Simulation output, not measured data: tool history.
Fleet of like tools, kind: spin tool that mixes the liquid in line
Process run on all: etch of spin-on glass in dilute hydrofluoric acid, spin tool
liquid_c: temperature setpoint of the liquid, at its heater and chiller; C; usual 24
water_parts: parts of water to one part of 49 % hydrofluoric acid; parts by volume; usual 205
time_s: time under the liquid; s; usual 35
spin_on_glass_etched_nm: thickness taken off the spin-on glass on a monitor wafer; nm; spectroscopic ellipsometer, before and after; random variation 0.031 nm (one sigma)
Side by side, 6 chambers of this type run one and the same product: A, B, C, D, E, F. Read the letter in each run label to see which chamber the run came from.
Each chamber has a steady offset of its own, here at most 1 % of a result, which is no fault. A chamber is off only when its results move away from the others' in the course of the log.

run,day,liquid_c,water_parts,time_s,"read-back film thickness of the spin-on glass reference wafer, read on the same gauge (nm)",spin_on_glass_etched_nm
1C,0.212,24,205,35,139.95,4.3396
2D,0.367,24,205,35,140.00,4.3417
3B,0.612,24,205,35,140.01,4.3174
4A,0.854,24,205,35,140.05,4.2895
5F,1.050,24,205,35,140.04,4.2647
6E,1.271,24,205,35,140.03,4.2558
7E,1.412,24,175,35,139.98,5.1900
8D,1.650,24,175,35,140.02,5.2527
9F,1.829,24,175,35,139.99,5.1301
10B,2.079,24,175,35,139.99,5.2109
11C,2.300,24,175,35,140.00,5.1534
12A,2.500,24,175,35,140.01,5.1318
13B,2.638,24,205,35,140.02,4.2945
14A,2.779,24,205,35,140.02,4.1877
15F,2.921,24,205,35,140.00,4.2558
16C,3.046,24,205,35,140.08,4.2855
17D,3.158,24,205,15,139.99,1.8582
18E,3.383,24,205,15,140.01,1.8204
19F,3.621,24,205,15,139.95,1.8171
20D,3.800,24,205,15,139.98,1.8573
21B,4.021,24,205,15,140.03,1.8253
22A,4.150,24,205,15,139.99,1.7985
23E,4.371,24,205,35,140.00,4.2578
24C,4.529,24,205,35,140.04,4.2946
25F,4.675,24,205,35,139.98,4.2909
26B,4.833,24,205,35,140.00,4.3204
27C,4.946,24,205,35,140.01,4.2528
28E,5.100,24,205,35,139.94,4.3110
29A,5.300,24,205,35,139.96,4.1342
30D,5.492,24,205,35,140.00,4.3021
31B,5.712,24,205,35,140.01,4.3059
32D,5.938,24,205,35,139.96,4.3153
33C,6.096,24,120,45,139.99,10.1720
34A,6.317,24,120,45,139.99,9.7536
35E,6.429,24,120,45,140.00,10.3260
36F,6.562,24,120,45,140.02,10.4670
37D,6.700,24,120,45,140.01,10.5020
38C,6.888,24,120,45,140.02,10.3110
39F,7.100,24,205,35,139.97,4.2583
40A,7.217,24,205,35,139.98,3.9618
41E,7.325,24,205,35,139.99,4.3381
42B,7.571,24,205,35,140.00,4.2752

Predict what each chamber gives when all 6 of them run the settings below next.
43A,7.750,24,205,35,,?
43B,7.750,24,205,35,,?
43C,7.750,24,205,35,,?
43D,7.750,24,205,35,,?
43E,7.750,24,205,35,,?
43F,7.750,24,205,35,,?

run,spin_on_glass_etched_nm
43A,3.9114
43B,4.2988
43C,4.3244
43D,4.2756
43E,4.2787
43F,4.2704

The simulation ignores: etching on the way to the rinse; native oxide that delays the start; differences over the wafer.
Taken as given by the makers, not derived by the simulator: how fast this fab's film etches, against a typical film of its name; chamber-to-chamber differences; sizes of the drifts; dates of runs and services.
